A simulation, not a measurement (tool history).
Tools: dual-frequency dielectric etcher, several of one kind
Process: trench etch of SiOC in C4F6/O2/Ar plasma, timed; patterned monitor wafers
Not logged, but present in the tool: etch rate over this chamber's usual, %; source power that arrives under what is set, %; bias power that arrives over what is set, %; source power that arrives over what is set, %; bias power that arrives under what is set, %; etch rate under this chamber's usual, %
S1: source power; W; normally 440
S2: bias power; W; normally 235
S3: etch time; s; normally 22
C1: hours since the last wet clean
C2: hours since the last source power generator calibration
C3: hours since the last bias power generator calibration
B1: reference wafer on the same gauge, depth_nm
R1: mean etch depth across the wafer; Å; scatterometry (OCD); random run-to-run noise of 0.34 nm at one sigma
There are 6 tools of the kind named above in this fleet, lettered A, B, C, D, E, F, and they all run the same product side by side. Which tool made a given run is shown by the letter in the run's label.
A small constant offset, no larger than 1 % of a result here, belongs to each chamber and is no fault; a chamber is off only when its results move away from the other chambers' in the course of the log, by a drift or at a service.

{"hour": 11.2, "done": "chamber A: wet clean of the chamber"}
{"run": "1B", "hour": 16.4, "S1": 440, "S2": 235, "S3": 22, "C1": 258.5, "C2": 556, "C3": 1641, "B1": 52.421, "R1": 521.77}
{"run": "2C", "hour": 27.0, "S1": 440, "S2": 235, "S3": 22, "C1": 523, "C2": 286.5, "C3": 3671.6, "B1": 52.462, "R1": 517.72}
{"run": "3F", "hour": 42.0, "S1": 440, "S2": 235, "S3": 22, "C1": 153, "C2": 457.2, "C3": 452.8, "B1": 52.404, "R1": 515.95}
{"run": "4E", "hour": 55.8, "S1": 440, "S2": 235, "S3": 22, "C1": 302.6, "C2": 1083.1, "C3": 4364.1, "B1": 52.462, "R1": 511.81}
{"run": "5D", "hour": 66.3, "S1": 440, "S2": 213, "S3": 22, "C1": 326.6, "C2": 183.4, "C3": 2315.3, "B1": 52.38, "R1": 502.79}
{"run": "6A", "hour": 74.4, "S1": 440, "S2": 213, "S3": 22, "C1": 63.2, "C2": 3074.7, "C3": 3090.8, "B1": 52.334, "R1": 497.59}
{"run": "7F", "hour": 88.7, "S1": 440, "S2": 213, "S3": 22, "C1": 199.7, "C2": 503.9, "C3": 499.5, "B1": 52.404, "R1": 493.63}
{"hour": 90.2, "done": "chamber B: wet clean of the chamber"}
{"run": "8E", "hour": 99.5, "S1": 440, "S2": 213, "S3": 22, "C1": 346.3, "C2": 1126.8, "C3": 4407.8, "B1": 52.349, "R1": 499.77}
{"hour": 100.9, "done": "chamber C: wet clean of the chamber"}
{"run": "9B", "hour": 112.9, "S1": 440, "S2": 213, "S3": 22, "C1": 22.7, "C2": 652.5, "C3": 1737.5, "B1": 52.39, "R1": 501.51}
{"run": "10C", "hour": 125.0, "S1": 440, "S2": 213, "S3": 22, "C1": 24.2, "C2": 384.5, "C3": 3769.6, "B1": 52.441, "R1": 495.65}
{"run": "11D", "hour": 132.5, "S1": 440, "S2": 192, "S3": 16, "C1": 392.8, "C2": 249.6, "C3": 2381.5, "B1": 52.514, "R1": 356.04}
{"hour": 137.4, "done": "chamber A: source power generator calibrated"}
{"run": "12A", "hour": 147.5, "S1": 440, "S2": 192, "S3": 16, "C1": 136.3, "C2": 10.1, "C3": 3163.9, "B1": 52.359, "R1": 354.3}
{"hour": 152.4, "done": "chamber E: wet clean of the chamber"}
{"run": "13C", "hour": 161.8, "S1": 440, "S2": 192, "S3": 16, "C1": 61, "C2": 421.3, "C3": 3806.4, "B1": 52.39, "R1": 352.27}
{"run": "14D", "hour": 174.8, "S1": 440, "S2": 192, "S3": 16, "C1": 435.1, "C2": 291.9, "C3": 2423.8, "B1": 52.362, "R1": 347.29}
{"run": "15E", "hour": 185.4, "S1": 440, "S2": 192, "S3": 16, "C1": 33.1, "C2": 1212.7, "C3": 4493.7, "B1": 52.366, "R1": 352.2}
{"run": "16F", "hour": 193.3, "S1": 440, "S2": 192, "S3": 16, "C1": 304.3, "C2": 608.5, "C3": 604.1, "B1": 52.398, "R1": 352.57}
{"run": "17A", "hour": 204.2, "S1": 440, "S2": 235, "S3": 22, "C1": 193, "C2": 66.8, "C3": 3220.6, "B1": 52.367, "R1": 519.38}
{"run": "18B", "hour": 218.1, "S1": 440, "S2": 235, "S3": 22, "C1": 127.9, "C2": 757.7, "C3": 1842.7, "B1": 52.432, "R1": 511.44}
{"run": "19F", "hour": 231.1, "S1": 440, "S2": 235, "S3": 22, "C1": 342.1, "C2": 646.3, "C3": 641.9, "B1": 52.33, "R1": 517.98}
{"run": "20D", "hour": 239.4, "S1": 440, "S2": 235, "S3": 22, "C1": 499.7, "C2": 356.5, "C3": 2488.4, "B1": 52.435, "R1": 518.9}
{"run": "21C", "hour": 254.8, "S1": 440, "S2": 235, "S3": 22, "C1": 154, "C2": 514.3, "C3": 3899.4, "B1": 52.44, "R1": 514.71}
{"run": "22E", "hour": 265.8, "S1": 440, "S2": 235, "S3": 18, "C1": 113.5, "C2": 1293.1, "C3": 4574.1, "B1": 52.465, "R1": 427.06}
{"run": "23A", "hour": 281.4, "S1": 440, "S2": 235, "S3": 18, "C1": 270.2, "C2": 144, "C3": 3297.8, "B1": 52.443, "R1": 423.27}
{"run": "24B", "hour": 292.0, "S1": 440, "S2": 235, "S3": 18, "C1": 201.8, "C2": 831.6, "C3": 1916.6, "B1": 52.461, "R1": 422.69}
{"run": "25C", "hour": 300.0, "S1": 440, "S2": 235, "S3": 18, "C1": 199.2, "C2": 559.5, "C3": 3944.6, "B1": 52.41, "R1": 423.4}
{"run": "26D", "hour": 309.5, "S1": 440, "S2": 235, "S3": 18, "C1": 569.8, "C2": 426.6, "C3": 2558.5, "B1": 52.504, "R1": 413.6}
{"run": "27E", "hour": 320.1, "S1": 440, "S2": 235, "S3": 18, "C1": 167.8, "C2": 1347.4, "C3": 4628.4, "B1": 52.369, "R1": 425.03}
{"run": "28B", "hour": 330.4, "S1": 440, "S2": 235, "S3": 22, "C1": 240.2, "C2": 870, "C3": 1955, "B1": 52.489, "R1": 523.66}
{"run": "29A", "hour": 339.3, "S1": 440, "S2": 235, "S3": 22, "C1": 328.1, "C2": 201.9, "C3": 3355.7, "B1": 52.382, "R1": 519.84}
{"run": "30F", "hour": 350.5, "S1": 440, "S2": 235, "S3": 22, "C1": 461.5, "C2": 765.7, "C3": 761.3, "B1": 52.435, "R1": 515.95}
{"run": "31E", "hour": 364.2, "S1": 440, "S2": 235, "S3": 22, "C1": 211.9, "C2": 1391.5, "C3": 4672.5, "B1": 52.409, "R1": 506.05}
{"run": "32D", "hour": 377.7, "S1": 440, "S2": 235, "S3": 22, "C1": 638, "C2": 494.8, "C3": 2626.7, "B1": 52.45, "R1": 507.94}
{"hour": 382.4, "done": "chamber F: wet clean of the chamber"}
{"run": "33F", "hour": 389.5, "S1": 440, "S2": 235, "S3": 22, "C1": 7.2, "C2": 804.7, "C3": 800.3, "B1": 52.358, "R1": 511.24}
{"hour": 393.4, "done": "chamber A: wet clean of the chamber"}
{"run": "34A", "hour": 403.3, "S1": 440, "S2": 235, "S3": 22, "C1": 9.9, "C2": 265.9, "C3": 3419.7, "B1": 52.444, "R1": 526.7}
{"run": "35B", "hour": 417.9, "S1": 440, "S2": 235, "S3": 22, "C1": 327.7, "C2": 957.5, "C3": 2042.5, "B1": 52.47, "R1": 522.34}
{"run": "36C", "hour": 432.9, "S1": 440, "S2": 290, "S3": 19, "C1": 332.1, "C2": 692.4, "C3": 4077.5, "B1": 52.405, "R1": 473.08}
{"run": "37D", "hour": 442.4, "S1": 440, "S2": 290, "S3": 19, "C1": 702.7, "C2": 559.5, "C3": 2691.4, "B1": 52.418, "R1": 464.49}
{"hour": 443.2, "done": "chamber E: bias power generator calibrated"}
{"run": "38E", "hour": 454.0, "S1": 440, "S2": 290, "S3": 19, "C1": 301.7, "C2": 1481.3, "C3": 10.8, "B1": 52.354, "R1": 478.55}
{"run": "39B", "hour": 468.9, "S1": 440, "S2": 290, "S3": 19, "C1": 378.7, "C2": 1008.5, "C3": 2093.5, "B1": 52.344, "R1": 478.19}
{"run": "40A", "hour": 477.8, "S1": 440, "S2": 290, "S3": 19, "C1": 84.4, "C2": 340.4, "C3": 3494.2, "B1": 52.483, "R1": 485.25}
{"run": "41F", "hour": 487.3, "S1": 440, "S2": 290, "S3": 19, "C1": 105, "C2": 902.5, "C3": 898.1, "B1": 52.448, "R1": 477.98}
{"run": "42C", "hour": 502.3, "S1": 440, "S2": 235, "S3": 22, "C1": 401.5, "C2": 761.8, "C3": 4146.9, "B1": 52.422, "R1": 518.73}

Decide between three cases: one chamber stands off from its peers, the gauge reading all wafers drifts, or nothing is wrong past each chamber's small offset. Where a chamber is off, say which and what most likely put it there.

It is chamber D that slowly wanders off from its peers.
Cause: etch rate under this chamber's usual, % = 4.05.

Below are 4 candidate recipes for chamber D's next run, each the usual settings with a change, their results shown as question marks. Which of them brings D's results back in line with what the other chambers give on the usual settings?
Allowed miss from the other chambers' usual-settings mean, per result, to count as in line: R1 12 Å
{"run": "43D-1", "hour": 514.2, "S1": 450, "S2": 239, "S3": 23.5, "R1": "?"}
{"run": "43D-2", "hour": 514.2, "S1": 440, "S2": 235, "S3": 23, "R1": "?"}
{"run": "43D-3", "hour": 514.2, "S1": 440, "S2": 180, "S3": 22, "R1": "?"}
{"run": "43D-4", "hour": 514.2, "S1": 440, "S2": 209, "S3": 22, "R1": "?"}

What the other chambers average on the usual settings: R1 515.52 Å
run=43D-1 R1=537.05
run=43D-2 R1=518.12
run=43D-3 R1=453.91
run=43D-4 R1=476.55
The answer is 43D-2, which returns the chamber to within the allowed miss of the others.

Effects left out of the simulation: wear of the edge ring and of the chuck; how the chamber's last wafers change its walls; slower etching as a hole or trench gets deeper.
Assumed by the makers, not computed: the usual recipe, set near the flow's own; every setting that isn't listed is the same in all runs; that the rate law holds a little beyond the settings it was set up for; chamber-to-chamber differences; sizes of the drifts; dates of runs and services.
